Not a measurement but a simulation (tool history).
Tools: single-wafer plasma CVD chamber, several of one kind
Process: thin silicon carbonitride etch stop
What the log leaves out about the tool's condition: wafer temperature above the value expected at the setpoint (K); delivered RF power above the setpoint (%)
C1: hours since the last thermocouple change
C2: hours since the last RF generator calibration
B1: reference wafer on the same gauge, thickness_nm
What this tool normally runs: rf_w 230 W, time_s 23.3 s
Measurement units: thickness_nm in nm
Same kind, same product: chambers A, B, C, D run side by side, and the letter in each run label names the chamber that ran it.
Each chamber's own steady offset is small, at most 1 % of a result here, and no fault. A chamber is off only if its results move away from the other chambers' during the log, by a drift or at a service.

{"run": "1B", "hour": 10.2, "rf_w": 230, "time_s": 23.3, "C1": 876, "C2": 570.2, "B1": 12.505, "thickness_nm": 13.918}
{"run": "2C", "hour": 18.3, "rf_w": 230, "time_s": 23.3, "C1": 87.9, "C2": 1662.3, "B1": 12.503, "thickness_nm": 13.883}
{"run": "3A", "hour": 27.7, "rf_w": 230, "time_s": 23.3, "C1": 399.4, "C2": 896.9, "B1": 12.499, "thickness_nm": 13.79}
{"run": "4D", "hour": 33.3, "rf_w": 230, "time_s": 23.3, "C1": 1073.5, "C2": 259, "B1": 12.505, "thickness_nm": 13.905}
{"run": "5D", "hour": 43.5, "rf_w": 230, "time_s": 23.3, "C1": 1083.7, "C2": 269.2, "B1": 12.515, "thickness_nm": 13.911}
{"run": "6B", "hour": 49.2, "rf_w": 230, "time_s": 23.3, "C1": 915, "C2": 609.2, "B1": 12.512, "thickness_nm": 13.917}
{"run": "7C", "hour": 59.1, "rf_w": 230, "time_s": 23.3, "C1": 128.7, "C2": 1703.1, "B1": 12.516, "thickness_nm": 13.897}
{"run": "8A", "hour": 65.0, "rf_w": 230, "time_s": 23.3, "C1": 436.7, "C2": 934.2, "B1": 12.52, "thickness_nm": 13.812}
{"run": "9A", "hour": 71.8, "rf_w": 230, "time_s": 23.3, "C1": 443.5, "C2": 941, "B1": 12.516, "thickness_nm": 13.81}
{"run": "10D", "hour": 82.5, "rf_w": 200, "time_s": 23.3, "C1": 1122.7, "C2": 308.2, "B1": 12.523, "thickness_nm": 13.324}
{"run": "11B", "hour": 90.2, "rf_w": 200, "time_s": 23.3, "C1": 956, "C2": 650.2, "B1": 12.521, "thickness_nm": 13.429}
{"run": "12C", "hour": 96.9, "rf_w": 200, "time_s": 23.3, "C1": 166.5, "C2": 1740.9, "B1": 12.524, "thickness_nm": 13.337}
{"run": "13D", "hour": 101.8, "rf_w": 200, "time_s": 23.3, "C1": 1142, "C2": 327.5, "B1": 12.531, "thickness_nm": 13.32}
{"run": "14C", "hour": 109.0, "rf_w": 230, "time_s": 23.3, "C1": 178.6, "C2": 1753, "B1": 12.527, "thickness_nm": 13.909}
{"run": "15B", "hour": 119.5, "rf_w": 230, "time_s": 23.3, "C1": 985.3, "C2": 679.5, "B1": 12.531, "thickness_nm": 13.974}
{"run": "16A", "hour": 126.1, "rf_w": 230, "time_s": 23.3, "C1": 497.8, "C2": 995.3, "B1": 12.535, "thickness_nm": 13.826}
{"run": "17B", "hour": 134.5, "rf_w": 230, "time_s": 23.3, "C1": 1000.3, "C2": 694.5, "B1": 12.531, "thickness_nm": 13.951}
{"run": "18A", "hour": 143.9, "rf_w": 230, "time_s": 23.3, "C1": 515.6, "C2": 1013.1, "B1": 12.532, "thickness_nm": 13.834}
{"run": "19C", "hour": 149.8, "rf_w": 230, "time_s": 23.3, "C1": 219.4, "C2": 1793.8, "B1": 12.537, "thickness_nm": 13.954}
{"run": "20D", "hour": 158.0, "rf_w": 190, "time_s": 25.4, "C1": 1198.2, "C2": 383.7, "B1": 12.54, "thickness_nm": 14.342}
{"run": "21A", "hour": 169.1, "rf_w": 190, "time_s": 25.4, "C1": 540.8, "C2": 1038.3, "B1": 12.54, "thickness_nm": 14.241}
{"run": "22C", "hour": 180.0, "rf_w": 190, "time_s": 25.4, "C1": 249.6, "C2": 1824, "B1": 12.55, "thickness_nm": 14.324}
{"run": "23D", "hour": 189.6, "rf_w": 190, "time_s": 25.4, "C1": 1229.8, "C2": 415.3, "B1": 12.547, "thickness_nm": 14.354}
{"run": "24B", "hour": 198.2, "rf_w": 230, "time_s": 23.3, "C1": 1064, "C2": 758.2, "B1": 12.552, "thickness_nm": 13.973}
{"run": "25B", "hour": 206.2, "rf_w": 230, "time_s": 23.3, "C1": 1072, "C2": 766.2, "B1": 12.551, "thickness_nm": 14.003}
{"run": "26D", "hour": 216.7, "rf_w": 230, "time_s": 23.3, "C1": 1256.9, "C2": 442.4, "B1": 12.554, "thickness_nm": 13.973}
{"run": "27A", "hour": 226.4, "rf_w": 200, "time_s": 23.3, "C1": 598.1, "C2": 1095.6, "B1": 12.562, "thickness_nm": 13.243}
{"run": "28C", "hour": 234.2, "rf_w": 200, "time_s": 23.3, "C1": 303.8, "C2": 1878.2, "B1": 12.557, "thickness_nm": 13.361}
{"hour": 235.6, "done": "chamber D: thermocouple changed; heater temperature recalibrated"}
{"run": "29C", "hour": 243.1, "rf_w": 200, "time_s": 23.3, "C1": 312.7, "C2": 1887.1, "B1": 12.559, "thickness_nm": 13.39}
{"run": "30A", "hour": 252.3, "rf_w": 200, "time_s": 23.3, "C1": 624, "C2": 1121.5, "B1": 12.56, "thickness_nm": 13.273}
{"run": "31B", "hour": 259.8, "rf_w": 265, "time_s": 21.9, "C1": 1125.6, "C2": 819.8, "B1": 12.566, "thickness_nm": 13.717}
{"run": "32D", "hour": 268.7, "rf_w": 265, "time_s": 21.9, "C1": 33.1, "C2": 494.4, "B1": 12.573, "thickness_nm": 13.722}
{"run": "33B", "hour": 274.5, "rf_w": 265, "time_s": 21.9, "C1": 1140.3, "C2": 834.5, "B1": 12.566, "thickness_nm": 13.699}
{"run": "34A", "hour": 285.7, "rf_w": 265, "time_s": 21.9, "C1": 657.4, "C2": 1154.9, "B1": 12.573, "thickness_nm": 13.599}
{"run": "35D", "hour": 291.8, "rf_w": 230, "time_s": 23.3, "C1": 56.2, "C2": 517.5, "B1": 12.572, "thickness_nm": 13.951}
{"hour": 295.8, "done": "chamber C: RF generator calibrated"}
{"run": "36C", "hour": 299.5, "rf_w": 230, "time_s": 23.3, "C1": 369.1, "C2": 3.7, "B1": 12.58, "thickness_nm": 13.952}
{"run": "37D", "hour": 305.7, "rf_w": 230, "time_s": 23.3, "C1": 70.1, "C2": 531.4, "B1": 12.576, "thickness_nm": 13.943}
{"run": "38C", "hour": 316.8, "rf_w": 230, "time_s": 23.3, "C1": 386.4, "C2": 21, "B1": 12.581, "thickness_nm": 13.987}
{"run": "39B", "hour": 323.3, "rf_w": 230, "time_s": 23.3, "C1": 1189.1, "C2": 883.3, "B1": 12.584, "thickness_nm": 14.011}

The same settings go to every chamber for the next run, one line per chamber below. Forecast the results for each:
{"run": "40A", "hour": 331.4, "rf_w": 185, "time_s": 23.3, "thickness_nm": "?"}
{"run": "40B", "hour": 331.4, "rf_w": 185, "time_s": 23.3, "thickness_nm": "?"}
{"run": "40C", "hour": 331.4, "rf_w": 185, "time_s": 23.3, "thickness_nm": "?"}
{"run": "40D", "hour": 331.4, "rf_w": 185, "time_s": 23.3, "thickness_nm": "?"}

run=40A thickness_nm=12.953
run=40B thickness_nm=13.142
run=40C thickness_nm=13.067
run=40D thickness_nm=13.088

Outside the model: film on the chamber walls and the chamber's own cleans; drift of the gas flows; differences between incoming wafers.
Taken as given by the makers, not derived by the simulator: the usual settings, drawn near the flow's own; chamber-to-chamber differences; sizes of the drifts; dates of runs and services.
